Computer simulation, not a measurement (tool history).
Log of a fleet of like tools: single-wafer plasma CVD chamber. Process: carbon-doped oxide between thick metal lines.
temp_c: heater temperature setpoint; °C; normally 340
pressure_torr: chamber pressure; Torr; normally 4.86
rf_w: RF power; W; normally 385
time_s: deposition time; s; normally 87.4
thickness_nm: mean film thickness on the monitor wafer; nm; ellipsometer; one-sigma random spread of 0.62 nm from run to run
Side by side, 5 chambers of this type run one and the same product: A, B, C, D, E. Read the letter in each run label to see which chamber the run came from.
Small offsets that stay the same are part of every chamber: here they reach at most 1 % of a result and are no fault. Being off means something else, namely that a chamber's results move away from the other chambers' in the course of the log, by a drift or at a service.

run,hour,temp_c,pressure_torr,rf_w,time_s,"read-back reference wafer on the same gauge, thickness_nm",thickness_nm
# hour 7.0: chamber D: capacitance manometer re-zeroed and calibrated
1C,9.1,340,4.86,385,87.4,341.13,378.75
2E,16.3,340,4.86,385,87.4,341.18,374.49
3A,25.8,340,4.86,385,87.4,341.12,375.95
4D,35.3,340,4.86,385,87.4,341.19,375.57
5B,46.0,340,4.86,385,87.4,341.31,376.39
6B,52.2,340,4.86,385,87.4,341.18,376.26
7D,58.5,340,4.86,385,87.4,341.37,375.05
8C,64.8,340,4.86,385,87.4,341.37,379.21
9A,75.5,340,4.86,385,87.4,341.49,376.67
10E,87.2,340,4.86,385,87.4,341.56,375.73
11C,98.8,340,4.86,385,87.4,341.61,379.62
12A,110.7,340,4.86,385,87.4,341.54,377.03
13D,116.7,340,4.86,385,87.4,341.73,377.05
# hour 126.0: chamber C: capacitance manometer re-zeroed and calibrated
14E,126.2,340,4.86,385,87.4,341.70,375.92
15B,132.8,340,4.86,385,87.4,341.89,377.04
16A,140.1,340,4.86,385,87.4,341.76,377.87
17E,148.3,340,4.86,385,72.9,341.94,314.38
18B,159.3,340,4.86,385,72.9,341.90,314.54
19C,169.2,340,4.86,385,72.9,342.03,317.05
20D,177.1,340,4.86,385,72.9,341.96,314.43
21D,183.2,340,4.86,385,72.9,342.13,314.80
# hour 188.7: chamber A: thermocouple changed; heater temperature recalibrated
22A,188.7,340,4.86,385,87.4,342.23,377.88
23B,198.7,340,4.86,385,87.4,342.31,376.58
24E,210.9,340,4.86,385,87.4,342.31,375.88
25C,218.2,340,4.86,385,87.4,342.17,380.78
26C,225.3,340,4.86,385,87.4,342.30,379.38
27B,233.4,340,4.86,385,87.4,342.28,378.73
28A,244.9,340,4.86,385,87.4,342.42,377.66
29E,254.0,340,4.86,385,87.4,342.54,376.80
30D,263.5,340,4.08,315,87.4,342.58,315.21
31A,270.6,340,4.08,315,87.4,342.53,316.17
32E,280.7,340,4.08,315,87.4,342.73,315.78
33B,287.0,340,4.08,315,87.4,342.81,318.80
# hour 287.5: chamber B: thermocouple changed; heater temperature recalibrated
34D,297.7,340,4.08,315,87.4,342.75,316.09
35C,303.4,340,4.86,385,87.4,342.90,380.61
36A,310.0,340,4.86,385,87.4,342.96,378.22
37B,315.9,340,4.86,385,87.4,342.89,378.74
38C,326.2,340,4.86,385,87.4,342.97,380.94
39E,333.4,340,4.86,385,87.4,343.10,377.45
40D,339.8,340,4.86,385,87.4,343.17,379.08
41C,345.4,340,4.86,385,87.4,343.16,380.32
# hour 353.8: chamber B: RF generator calibrated
42B,356.1,340,4.86,385,87.4,343.28,379.45
43A,363.9,340,4.86,385,87.4,343.35,378.70

Has any chamber moved away from the others, gradually or after a service, or does the common gauge drift, or do the chambers differ only by their own small steady offsets? State the chamber and the most likely cause if one applies.

The shared gauge is drifting. All chambers look as if they move in step, but none is off.
Likeliest cause: gauge reads high (%) = 0.67.
